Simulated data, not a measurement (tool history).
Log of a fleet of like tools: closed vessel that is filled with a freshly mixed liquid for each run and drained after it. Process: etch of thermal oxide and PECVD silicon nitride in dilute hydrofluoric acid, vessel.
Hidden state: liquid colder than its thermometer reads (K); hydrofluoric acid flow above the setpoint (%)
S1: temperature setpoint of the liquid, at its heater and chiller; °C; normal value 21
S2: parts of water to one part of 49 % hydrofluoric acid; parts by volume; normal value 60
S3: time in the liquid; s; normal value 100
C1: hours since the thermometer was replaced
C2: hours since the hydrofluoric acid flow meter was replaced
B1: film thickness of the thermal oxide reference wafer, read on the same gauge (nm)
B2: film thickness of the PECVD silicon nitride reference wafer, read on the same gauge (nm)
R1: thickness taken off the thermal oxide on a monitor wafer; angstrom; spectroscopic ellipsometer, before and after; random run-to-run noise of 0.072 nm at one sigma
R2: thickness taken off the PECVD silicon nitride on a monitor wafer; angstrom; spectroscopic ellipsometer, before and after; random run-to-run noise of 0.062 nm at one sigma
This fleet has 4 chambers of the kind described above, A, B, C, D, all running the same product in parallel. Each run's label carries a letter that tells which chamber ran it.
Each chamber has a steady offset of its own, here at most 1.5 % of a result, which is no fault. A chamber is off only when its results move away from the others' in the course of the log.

run	hour	S1	S2	S3	C1	C2	B1	B2	R1	R2
1C	9.3	21	60	100	1540.5	651.2	80.004	40.013	74.324	78.177
# hour 12.4: chamber A: thermometer replaced
2D	14.5	21	60	100	386.4	546.5	80.001	40.001	74.606	76.517
3A	20.4	21	60	100	8.1	2456	80.036	39.983	76.211	76.184
4B	25.8	21	60	100	394.4	285.2	80.008	39.975	74.723	76.226
5A	34.3	21	60	100	22	2469.9	80.019	39.969	75.234	77
6D	39.9	21	60	100	411.8	571.9	80.028	40.022	74.921	76.421
7B	49.9	21	60	100	418.5	309.3	80.012	39.987	72.892	75.837
8C	60	21	60	100	1591.2	701.9	79.992	40.017	74.322	77.57
9B	65.5	21	60	100	434.1	324.9	80.008	40	74.085	75.882
10A	74.4	22.5	60	100	62.1	2510	79.994	39.973	80.891	85.047
11C	80	22.5	60	100	1611.2	721.9	79.956	39.993	79.998	84.234
12D	85	22.5	60	100	456.9	617	80.053	40.003	78.632	84.769
13C	91.1	22.5	60	100	1622.3	733	79.983	40.018	79.114	86.426
14A	99.2	21	60	100	86.9	2534.8	79.972	40.003	74.482	76.635
# hour 102.5: chamber C: thermometer replaced
15D	104.3	21	60	100	476.2	636.3	79.987	40.013	74.962	76.551
16B	113.2	21	60	100	481.8	372.6	80.038	40.025	73.827	75.815
17B	122.4	21	60	100	491	381.8	80.007	39.995	74.078	75.55
# hour 124.7: chamber A: hydrofluoric acid flow meter replaced
18C	130.1	21	60	100	27.7	772	79.974	39.971	75.001	78.451
19D	136	21	60	100	507.9	668	79.994	40.049	74.939	76.12
20A	145.5	21	60	100	133.2	20.8	80.039	40.001	76.114	76.643
21B	151.3	21	60	150	519.9	410.7	80.003	40.01	111.45	114.91
22D	156.6	21	60	150	528.5	688.6	80.025	39.995	113	114.69
23A	161.6	21	60	150	149.3	36.9	79.992	40.01	112.29	113.54
24C	167.1	21	60	150	64.7	809	79.964	40.007	114.85	115.31
25B	174.8	21	60	100	543.4	434.2	80.007	40.018	72.476	76.222
26D	180.1	21	60	100	552	712.1	80.015	40.017	73.743	76.059
27A	187.3	21	45	100	175	62.6	80.007	40.014	102.83	100.78
28C	197.7	21	45	100	95.3	839.6	80.009	40.002	103.61	102.69
29B	203.8	21	45	100	572.4	463.2	79.994	40.014	101.66	100.86
30C	212.1	21	45	100	109.7	854	80.031	40.008	101.25	102.14

Does one chamber stand apart from the rest, does the shared gauge drift, or is all well apart from small per-chamber offsets? Give the chamber and the most likely cause, where there is one.

No chamber stands off beyond its own small offset, and the gauge holds steady.

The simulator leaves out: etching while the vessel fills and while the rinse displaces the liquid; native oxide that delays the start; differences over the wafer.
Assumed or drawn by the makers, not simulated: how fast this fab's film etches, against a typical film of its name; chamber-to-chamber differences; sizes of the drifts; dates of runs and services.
